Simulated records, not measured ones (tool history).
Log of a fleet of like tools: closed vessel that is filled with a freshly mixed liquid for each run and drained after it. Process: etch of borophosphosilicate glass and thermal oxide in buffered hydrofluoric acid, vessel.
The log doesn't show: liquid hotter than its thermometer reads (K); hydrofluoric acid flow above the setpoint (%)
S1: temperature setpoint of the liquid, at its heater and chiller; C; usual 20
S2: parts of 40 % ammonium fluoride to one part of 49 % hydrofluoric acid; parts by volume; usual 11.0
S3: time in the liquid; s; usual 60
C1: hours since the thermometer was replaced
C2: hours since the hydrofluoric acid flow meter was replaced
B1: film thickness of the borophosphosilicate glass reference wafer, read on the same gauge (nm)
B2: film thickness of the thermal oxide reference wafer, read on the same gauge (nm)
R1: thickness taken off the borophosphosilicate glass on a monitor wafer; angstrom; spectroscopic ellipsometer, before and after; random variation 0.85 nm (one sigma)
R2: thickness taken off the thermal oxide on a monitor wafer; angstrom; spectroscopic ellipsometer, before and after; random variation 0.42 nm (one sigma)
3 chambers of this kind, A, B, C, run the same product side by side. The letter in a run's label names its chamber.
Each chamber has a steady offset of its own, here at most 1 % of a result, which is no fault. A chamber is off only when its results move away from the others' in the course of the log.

| run | hour | S1 | S2 | S3 | C1 | C2 | B1 | B2 | R1 | R2 |
|---|---|---|---|---|---|---|---|---|---|---|
| 1C | 9.2 | 20 | 11.0 | 60 | 897.9 | 733.9 | 80.007 | 40.009 | 1261.80 | 489.75 |
| 2B | 22.1 | 20 | 11.0 | 60 | 2927.1 | 457.5 | 80.009 | 39.987 | 1243.30 | 495.05 |
| 3A | 29.4 | 20 | 11.0 | 60 | 797.1 | 86.2 | 80.025 | 39.975 | 1235.10 | 490.69 |
| 4A | 35.7 | 20 | 11.0 | 60 | 803.4 | 92.5 | 80.021 | 39.977 | 1244.80 | 492.04 |
| 5B | 43.5 | 20 | 11.0 | 60 | 2948.5 | 478.9 | 80.003 | 40.005 | 1237.30 | 487.27 |
| 6C | 54.7 | 20 | 11.0 | 60 | 943.4 | 779.4 | 79.998 | 40.015 | 1248.60 | 487.05 |
| 7B | 65.9 | 20 | 11.0 | 60 | 2970.9 | 501.3 | 80.005 | 40.048 | 1246.70 | 495.43 |
| 8C | 73.6 | 20 | 11.0 | 60 | 962.3 | 798.3 | 80.007 | 39.991 | 1244.90 | 484.03 |
| 9A | 83.8 | 20 | 11.0 | 60 | 851.5 | 140.6 | 80.014 | 40.030 | 1234.00 | 492.36 |
| 10A | 96.2 | 20 | 11.0 | 60 | 863.9 | 153.0 | 79.991 | 39.978 | 1231.50 | 484.96 |
| 11B | 107.5 | 20 | 11.0 | 60 | 3012.5 | 542.9 | 80.017 | 40.058 | 1228.00 | 495.90 |
| 12C | 117.8 | 20 | 11.0 | 60 | 1006.5 | 842.5 | 79.995 | 40.006 | 1233.40 | 481.43 |
| 13B | 127.6 | 20 | 11.0 | 60 | 3032.6 | 563.0 | 79.982 | 40.036 | 1247.10 | 495.53 |
| 14C | 138.2 | 20 | 11.0 | 60 | 1026.9 | 862.9 | 79.999 | 40.008 | 1242.90 | 487.70 |
| 15A | 148.3 | 20 | 11.0 | 60 | 916.0 | 205.1 | 79.972 | 39.999 | 1230.20 | 488.69 |
| 16B | 154.7 | 17 | 11.0 | 60 | 3059.7 | 590.1 | 79.995 | 39.989 | 1056.90 | 403.85 |
| 17C | 165.9 | 17 | 11.0 | 60 | 1054.6 | 890.6 | 80.011 | 40.012 | 1049.40 | 419.79 |
|  | 168.9 | chamber C: thermometer replaced |
| 18A | 178.6 | 17 | 11.0 | 60 | 946.3 | 235.4 | 79.977 | 39.964 | 1041.60 | 418.98 |
| 19A | 191.7 | 20 | 11.0 | 60 | 959.4 | 248.5 | 79.999 | 40.013 | 1262.20 | 493.17 |
| 20C | 200.6 | 20 | 11.0 | 60 | 31.8 | 925.3 | 80.007 | 40.022 | 1254.20 | 496.48 |
| 21B | 210.3 | 20 | 11.0 | 70 | 3115.3 | 645.7 | 80.002 | 40.025 | 1448.50 | 576.35 |
| 22B | 216.9 | 20 | 11.0 | 70 | 3121.9 | 652.3 | 80.008 | 40.020 | 1447.70 | 568.46 |
| 23A | 226.5 | 20 | 11.0 | 70 | 994.2 | 283.3 | 80.001 | 39.984 | 1441.40 | 569.59 |
| 24C | 236.4 | 17 | 9.5 | 60 | 67.6 | 961.1 | 80.001 | 40.014 | 1215.80 | 476.36 |
| 25A | 250.3 | 17 | 9.5 | 60 | 1018.0 | 307.1 | 79.997 | 39.997 | 1192.00 | 470.75 |
| 26B | 263.1 | 17 | 9.5 | 60 | 3168.1 | 698.5 | 79.994 | 40.025 | 1202.30 | 463.86 |
| 27C | 271.7 | 20 | 11.0 | 60 | 102.9 | 996.4 | 79.994 | 40.049 | 1285.50 | 502.45 |
| 28C | 279.3 | 20 | 11.0 | 75 | 110.5 | 1004.0 | 79.972 | 39.992 | 1637.40 | 633.57 |
| 29B | 288.2 | 20 | 11.0 | 75 | 3193.2 | 723.6 | 79.990 | 40.034 | 1551.50 | 618.84 |
| 30A | 297.3 | 20 | 11.0 | 75 | 1065.0 | 354.1 | 80.013 | 40.013 | 1569.80 | 614.22 |
| 31A | 310.8 | 20 | 11.0 | 60 | 1078.5 | 367.6 | 79.997 | 39.990 | 1236.40 | 493.73 |
| 32C | 320.4 | 20 | 11.0 | 60 | 151.6 | 1045.1 | 79.998 | 39.965 | 1284.40 | 506.27 |
|  | 324.9 | chamber A: hydrofluoric acid flow meter replaced |
| 33B | 326.5 | 20 | 11.0 | 60 | 3231.5 | 761.9 | 79.988 | 40.000 | 1259.50 | 489.34 |
| 34B | 333.9 | 20 | 11.0 | 60 | 3238.9 | 769.3 | 79.998 | 40.007 | 1237.00 | 484.35 |
| 35A | 345.7 | 20 | 14.0 | 60 | 1113.4 | 20.9 | 79.985 | 39.996 | 971.42 | 387.31 |
| 36C | 354.0 | 20 | 14.0 | 60 | 185.2 | 1078.7 | 79.996 | 39.974 | 1031.60 | 408.57 |
| 37C | 363.9 | 20 | 14.0 | 60 | 195.1 | 1088.6 | 80.008 | 40.016 | 1026.60 | 408.18 |
| 38B | 370.5 | 20 | 11.0 | 60 | 3275.5 | 805.9 | 79.983 | 40.033 | 1244.70 | 496.28 |
| 39A | 379.9 | 20 | 11.0 | 60 | 1147.6 | 55.1 | 80.014 | 39.973 | 1226.30 | 497.26 |
| 40B | 390.2 | 20 | 11.0 | 60 | 3295.2 | 825.6 | 80.001 | 39.977 | 1241.60 | 488.30 |
| 41C | 404.3 | 23 | 11.0 | 30 | 235.5 | 1129.0 | 80.004 | 39.996 | 775.64 | 309.75 |

All 3 chambers run these settings next. Forecast each chamber's results:
| 42A | 414.3 | 20 | 11.0 | 60 |  |  |  |  | ? | ? |
| 42B | 414.3 | 20 | 11.0 | 60 |  |  |  |  | ? | ? |
| 42C | 414.3 | 20 | 11.0 | 60 |  |  |  |  | ? | ? |

| run | R1 | R2 |
|---|---|---|
| 42A | 1247.70 | 495.43 |
| 42B | 1236.30 | 490.98 |
| 42C | 1336.20 | 522.94 |
